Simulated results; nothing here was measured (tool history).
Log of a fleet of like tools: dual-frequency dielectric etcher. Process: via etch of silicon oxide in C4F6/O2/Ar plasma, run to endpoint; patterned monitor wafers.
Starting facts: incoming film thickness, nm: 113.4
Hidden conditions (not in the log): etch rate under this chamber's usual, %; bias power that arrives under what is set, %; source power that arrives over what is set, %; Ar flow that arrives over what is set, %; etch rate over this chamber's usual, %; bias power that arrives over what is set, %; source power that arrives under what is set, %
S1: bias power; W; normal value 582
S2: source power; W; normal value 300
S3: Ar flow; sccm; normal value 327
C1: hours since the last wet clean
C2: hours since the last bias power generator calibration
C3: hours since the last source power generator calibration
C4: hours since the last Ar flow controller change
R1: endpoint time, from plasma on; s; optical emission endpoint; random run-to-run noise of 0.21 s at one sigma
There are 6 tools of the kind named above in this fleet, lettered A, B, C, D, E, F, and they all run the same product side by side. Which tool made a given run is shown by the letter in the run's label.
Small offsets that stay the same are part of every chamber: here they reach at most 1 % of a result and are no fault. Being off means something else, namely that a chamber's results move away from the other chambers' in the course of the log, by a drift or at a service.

run	hour	S1	S2	S3	C1	C2	C3	C4	R1
1D	8	582	300	327	73.3	563.3	3080.1	2994.8	26.334
2B	15.5	582	300	327	229.6	1386.5	99.3	5227.7	26.615
# hour 16.4: chamber E: wet clean of the chamber
3C	23.6	582	300	327	37.3	2256.5	2423.6	309.4	26.641
4E	28.7	582	300	327	12.4	445	2118.5	232.8	26.504
5A	33	582	300	327	370.5	570.5	3964.7	1068.6	26.596
6F	40.2	582	300	327	69.7	141.8	881	3264.1	26.412
7D	44	582	300	327	109.3	599.3	3116.1	3030.8	26.54
8E	52.2	582	300	327	35.9	468.5	2142	256.3	26.556
9F	58	582	300	327	87.5	159.6	898.8	3281.9	26.538
10B	63.9	582	300	327	278	1434.9	147.7	5276.1	26.376
11C	70.3	582	300	327	84	2303.2	2470.3	356.1	26.156
12A	77.3	582	300	327	414.8	614.8	4009	1112.9	26.49
13E	82.7	582	300	327	66.4	499	2172.5	286.8	26.88
14D	91.2	582	300	327	156.5	646.5	3163.3	3078	26.385
15B	99.8	582	300	327	313.9	1470.8	183.6	5312	26.849
16C	107.1	582	300	327	120.8	2340	2507.1	392.9	25.916
17F	114.8	582	300	327	144.3	216.4	955.6	3338.7	26.615
18A	122.9	582	300	327	460.4	660.4	4054.6	1158.5	26.614
# hour 123.6: chamber B: Ar flow controller replaced
19D	127.1	582	300	327	192.4	682.4	3199.2	3113.9	26.328
20F	134.5	582	300	327	164	236.1	975.3	3358.4	26.157
21B	140.1	582	300	327	354.2	1511.1	223.9	16.5	26.549
22E	144.9	582	340	327	128.6	561.2	2234.7	349	25.261
23C	153.1	582	340	327	166.8	2386	2553.1	438.9	25.845
24A	160.6	582	340	327	498.1	698.1	4092.3	1196.2	26.064
25D	168	582	340	327	233.3	723.3	3240.1	3154.8	25.421
26C	175.8	582	340	327	189.5	2408.7	2575.8	461.6	25.323
27A	181	582	340	327	518.5	718.5	4112.7	1216.6	25.842
28E	186.7	582	300	327	170.4	603	2276.5	390.8	26.227
29B	194.9	582	300	327	409	1565.9	278.7	71.3	26.145
30F	198.6	538	360	327	228.1	300.2	1039.4	3422.5	25.39
31C	203.9	538	360	327	217.6	2436.8	2603.9	489.7	25.459
32A	210	538	360	327	547.5	747.5	4141.7	1245.6	26.266
33F	217.1	538	360	327	246.6	318.7	1057.9	3441	25.036
34E	221.9	538	360	327	205.6	638.2	2311.7	426	25.486
35B	229.7	538	360	327	443.8	1600.7	313.5	106.1	25.537
36D	236.4	582	300	327	301.7	791.7	3308.5	3223.2	26.203
37A	242.5	714	370	327	580	780	4174.2	1278.1	23.278
38D	246.7	714	370	327	312	802	3318.8	3233.5	22.37
39E	254.9	714	370	327	238.6	671.2	2344.7	459	22.6
40C	262.3	714	370	327	276	2495.2	2662.3	548.1	22.845
41B	267.1	714	370	327	481.2	1638.1	350.9	143.5	22.784
42F	273.7	714	370	327	303.2	375.3	1114.5	3497.6	22.678
43F	281.7	582	300	327	311.2	383.3	1122.5	3505.6	26.287
44A	287	582	300	327	624.5	824.5	4218.7	1322.6	28.216

Read the log: is a single chamber off, either drifting away or since a service, is the gauge that measures every chamber drifting, or is nothing wrong beyond small per-chamber offsets? Name any odd chamber and what most likely caused it.

Little by little, chamber A moves away from the other chambers.
Most likely cause: etch rate under this chamber's usual, % = 5.04.

Chamber A could run next with any of the 4 candidate recipes listed below; each alters the usual settings, and their results appear as question marks. Which one brings its results back in line with what the other chambers deliver on the usual settings?
In line here means within this much of the mean the other chambers give on the usual settings: R1 0.75 s
45A-1	293.1	771	300	327					?
45A-2	293.1	444	300	349					?
45A-3	293.1	543	280	333					?
45A-4	293.1	623	320	327					?

Mean of the other chambers on the usual settings: R1 26.395 s
run	R1
45A-1	24.883
45A-2	31.051
45A-3	29.349
45A-4	26.442
The right change is 45A-4: it brings the chamber back within the allowed miss of the others.
